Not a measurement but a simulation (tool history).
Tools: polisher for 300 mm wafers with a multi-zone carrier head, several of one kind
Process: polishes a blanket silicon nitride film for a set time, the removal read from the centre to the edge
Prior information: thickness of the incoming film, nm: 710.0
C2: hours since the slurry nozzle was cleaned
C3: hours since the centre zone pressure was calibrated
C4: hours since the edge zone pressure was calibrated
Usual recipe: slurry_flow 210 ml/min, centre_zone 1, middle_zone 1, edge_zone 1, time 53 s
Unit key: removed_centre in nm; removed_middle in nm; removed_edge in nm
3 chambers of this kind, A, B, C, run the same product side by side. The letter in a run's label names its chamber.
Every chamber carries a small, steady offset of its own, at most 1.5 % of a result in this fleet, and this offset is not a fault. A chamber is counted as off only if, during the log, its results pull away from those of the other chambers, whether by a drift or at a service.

{"run": "1A", "hour": 9.5, "slurry_flow": 210, "centre_zone": 1, "middle_zone": 1, "edge_zone": 1, "time": 53, "wafers polished on this pad": 503, "C2": 533, "C3": 125.5, "C4": 75.7, "removed_centre": 118.11, "removed_middle": 114.74, "removed_edge": 116.33}
{"hour": 18.0, "done": "chamber C: worn pad replaced by a new one"}
{"run": "2C", "hour": 20.9, "slurry_flow": 210, "centre_zone": 1, "middle_zone": 1, "edge_zone": 1, "time": 53, "wafers polished on this pad": 32, "C2": 507.1, "C3": 78.2, "C4": 224.8, "removed_centre": 117.91, "removed_middle": 113.63, "removed_edge": 114.59}
{"run": "3B", "hour": 30.1, "slurry_flow": 210, "centre_zone": 1, "middle_zone": 1, "edge_zone": 1, "time": 53, "wafers polished on this pad": 391, "C2": 459, "C3": 657.3, "C4": 318.5, "removed_centre": 114.17, "removed_middle": 116.93, "removed_edge": 116.33}
{"run": "4A", "hour": 38.3, "slurry_flow": 210, "centre_zone": 1, "middle_zone": 1, "edge_zone": 1, "time": 53, "wafers polished on this pad": 820, "C2": 561.8, "C3": 154.3, "C4": 104.5, "removed_centre": 119.99, "removed_middle": 115.55, "removed_edge": 117.16}
{"run": "5C", "hour": 49.0, "slurry_flow": 210, "centre_zone": 1, "middle_zone": 1, "edge_zone": 1, "time": 53, "wafers polished on this pad": 341, "C2": 535.2, "C3": 106.3, "C4": 252.9, "removed_centre": 117.5, "removed_middle": 118.22, "removed_edge": 116.5}
{"run": "6B", "hour": 55.3, "slurry_flow": 210, "centre_zone": 1, "middle_zone": 1, "edge_zone": 1, "time": 53, "wafers polished on this pad": 668, "C2": 484.2, "C3": 682.5, "C4": 343.7, "removed_centre": 115.15, "removed_middle": 116.38, "removed_edge": 117.64}
{"hour": 66.4, "done": "chamber C: worn pad replaced by a new one"}
{"run": "7A", "hour": 67.6, "slurry_flow": 210, "centre_zone": 1, "middle_zone": 1, "edge_zone": 1, "time": 53, "wafers polished on this pad": 1142, "C2": 591.1, "C3": 183.6, "C4": 133.8, "removed_centre": 115.96, "removed_middle": 116.5, "removed_edge": 118.53}
{"hour": 70.8, "done": "chamber A: worn pad replaced by a new one"}
{"run": "8C", "hour": 77.5, "slurry_flow": 210, "centre_zone": 1, "middle_zone": 1, "edge_zone": 1, "time": 53, "wafers polished on this pad": 122, "C2": 563.7, "C3": 134.8, "C4": 281.4, "removed_centre": 117.75, "removed_middle": 116.39, "removed_edge": 115.09}
{"hour": 82.6, "done": "chamber B: worn pad replaced by a new one"}
{"run": "9B", "hour": 87.4, "slurry_flow": 210, "centre_zone": 1, "middle_zone": 1, "edge_zone": 1, "time": 53, "wafers polished on this pad": 53, "C2": 516.3, "C3": 714.6, "C4": 375.8, "removed_centre": 116.39, "removed_middle": 117.56, "removed_edge": 115.05}
{"run": "10C", "hour": 96.4, "slurry_flow": 210, "centre_zone": 1, "middle_zone": 1, "edge_zone": 1, "time": 53, "wafers polished on this pad": 330, "C2": 582.6, "C3": 153.7, "C4": 300.3, "removed_centre": 116.13, "removed_middle": 119.68, "removed_edge": 114.12}
{"run": "11B", "hour": 105.9, "slurry_flow": 210, "centre_zone": 1, "middle_zone": 1, "edge_zone": 1, "time": 53, "wafers polished on this pad": 257, "C2": 534.8, "C3": 733.1, "C4": 394.3, "removed_centre": 113.69, "removed_middle": 116.64, "removed_edge": 116.12}
{"hour": 110.5, "done": "chamber C: worn pad replaced by a new one"}
{"run": "12A", "hour": 112.6, "slurry_flow": 265, "centre_zone": 1, "middle_zone": 1.1, "edge_zone": 1, "time": 53, "wafers polished on this pad": 460, "C2": 636.1, "C3": 228.6, "C4": 178.8, "removed_centre": 121.04, "removed_middle": 127.42, "removed_edge": 120.47}
{"run": "13C", "hour": 121.6, "slurry_flow": 265, "centre_zone": 1, "middle_zone": 1.1, "edge_zone": 1, "time": 53, "wafers polished on this pad": 122, "C2": 607.8, "C3": 178.9, "C4": 325.5, "removed_centre": 121.37, "removed_middle": 127.59, "removed_edge": 116.7}
{"hour": 133.6, "done": "chamber A: slurry nozzle cleaned"}
{"run": "14A", "hour": 134.7, "slurry_flow": 265, "centre_zone": 1, "middle_zone": 1.1, "edge_zone": 1, "time": 53, "wafers polished on this pad": 704, "C2": 1.2, "C3": 250.7, "C4": 200.9, "removed_centre": 123.42, "removed_middle": 128.46, "removed_edge": 121}
{"run": "15B", "hour": 141.7, "slurry_flow": 210, "centre_zone": 1, "middle_zone": 1, "edge_zone": 1, "time": 53, "wafers polished on this pad": 651, "C2": 570.6, "C3": 768.9, "C4": 430.1, "removed_centre": 113.84, "removed_middle": 116.16, "removed_edge": 116.22}
{"run": "16B", "hour": 150.4, "slurry_flow": 210, "centre_zone": 1, "middle_zone": 1, "edge_zone": 1, "time": 53, "wafers polished on this pad": 747, "C2": 579.3, "C3": 777.6, "C4": 438.8, "removed_centre": 113.47, "removed_middle": 116.43, "removed_edge": 116.42}
{"hour": 153.5, "done": "chamber C: worn pad replaced by a new one"}
{"run": "17A", "hour": 158.5, "slurry_flow": 210, "centre_zone": 1, "middle_zone": 1, "edge_zone": 1, "time": 53, "wafers polished on this pad": 966, "C2": 25, "C3": 274.5, "C4": 224.7, "removed_centre": 117.89, "removed_middle": 120.08, "removed_edge": 116.31}
{"hour": 167.4, "done": "chamber A: worn pad replaced by a new one"}
{"run": "18C", "hour": 171.2, "slurry_flow": 210, "centre_zone": 1, "middle_zone": 1, "edge_zone": 1, "time": 53, "wafers polished on this pad": 195, "C2": 657.4, "C3": 228.5, "C4": 375.1, "removed_centre": 117.92, "removed_middle": 116.56, "removed_edge": 115.06}
{"run": "19C", "hour": 184.0, "slurry_flow": 210, "centre_zone": 1, "middle_zone": 1, "edge_zone": 1, "time": 53, "wafers polished on this pad": 336, "C2": 670.2, "C3": 241.3, "C4": 387.9, "removed_centre": 115.99, "removed_middle": 115.32, "removed_edge": 116.58}
{"hour": 191.1, "done": "chamber B: worn pad replaced by a new one"}
{"hour": 191.3, "done": "chamber B: centre zone pressure recalibrated"}
{"run": "20A", "hour": 195.2, "slurry_flow": 210, "centre_zone": 1, "middle_zone": 1, "edge_zone": 1, "time": 53, "wafers polished on this pad": 306, "C2": 61.7, "C3": 311.2, "C4": 261.4, "removed_centre": 119.61, "removed_middle": 113.75, "removed_edge": 116.86}
{"run": "21B", "hour": 206.1, "slurry_flow": 210, "centre_zone": 1, "middle_zone": 1, "edge_zone": 1, "time": 53, "wafers polished on this pad": 165, "C2": 635, "C3": 14.9, "C4": 494.5, "removed_centre": 113.59, "removed_middle": 120.25, "removed_edge": 114.02}
{"hour": 210.4, "done": "chamber C: worn pad replaced by a new one"}
{"run": "22B", "hour": 217.8, "slurry_flow": 210, "centre_zone": 1, "middle_zone": 1, "edge_zone": 1, "time": 53, "wafers polished on this pad": 294, "C2": 646.7, "C3": 26.6, "C4": 506.2, "removed_centre": 113.13, "removed_middle": 115.05, "removed_edge": 116.88}
{"run": "23A", "hour": 223.9, "slurry_flow": 210, "centre_zone": 1, "middle_zone": 1, "edge_zone": 1, "time": 53, "wafers polished on this pad": 622, "C2": 90.4, "C3": 339.9, "C4": 290.1, "removed_centre": 116.65, "removed_middle": 114.96, "removed_edge": 116.78}
{"run": "24C", "hour": 232.2, "slurry_flow": 210, "centre_zone": 1, "middle_zone": 1, "edge_zone": 1, "time": 53, "wafers polished on this pad": 241, "C2": 718.4, "C3": 289.5, "C4": 436.1, "removed_centre": 114.75, "removed_middle": 114.19, "removed_edge": 116.08}
{"run": "25C", "hour": 242.1, "slurry_flow": 210, "centre_zone": 1, "middle_zone": 1, "edge_zone": 1, "time": 53, "wafers polished on this pad": 350, "C2": 728.3, "C3": 299.4, "C4": 446, "removed_centre": 117.1, "removed_middle": 115.64, "removed_edge": 114.19}
{"run": "26A", "hour": 251.1, "slurry_flow": 210, "centre_zone": 1, "middle_zone": 1, "edge_zone": 1, "time": 53, "wafers polished on this pad": 921, "C2": 117.6, "C3": 367.1, "C4": 317.3, "removed_centre": 118.93, "removed_middle": 116.38, "removed_edge": 116.56}

Is one chamber off against the others, does the gauge drift, or is nothing wrong? If a chamber is off, say which, and what the likeliest cause is.

All chambers stay in line apart from their small fixed offsets, and the gauge does not drift.
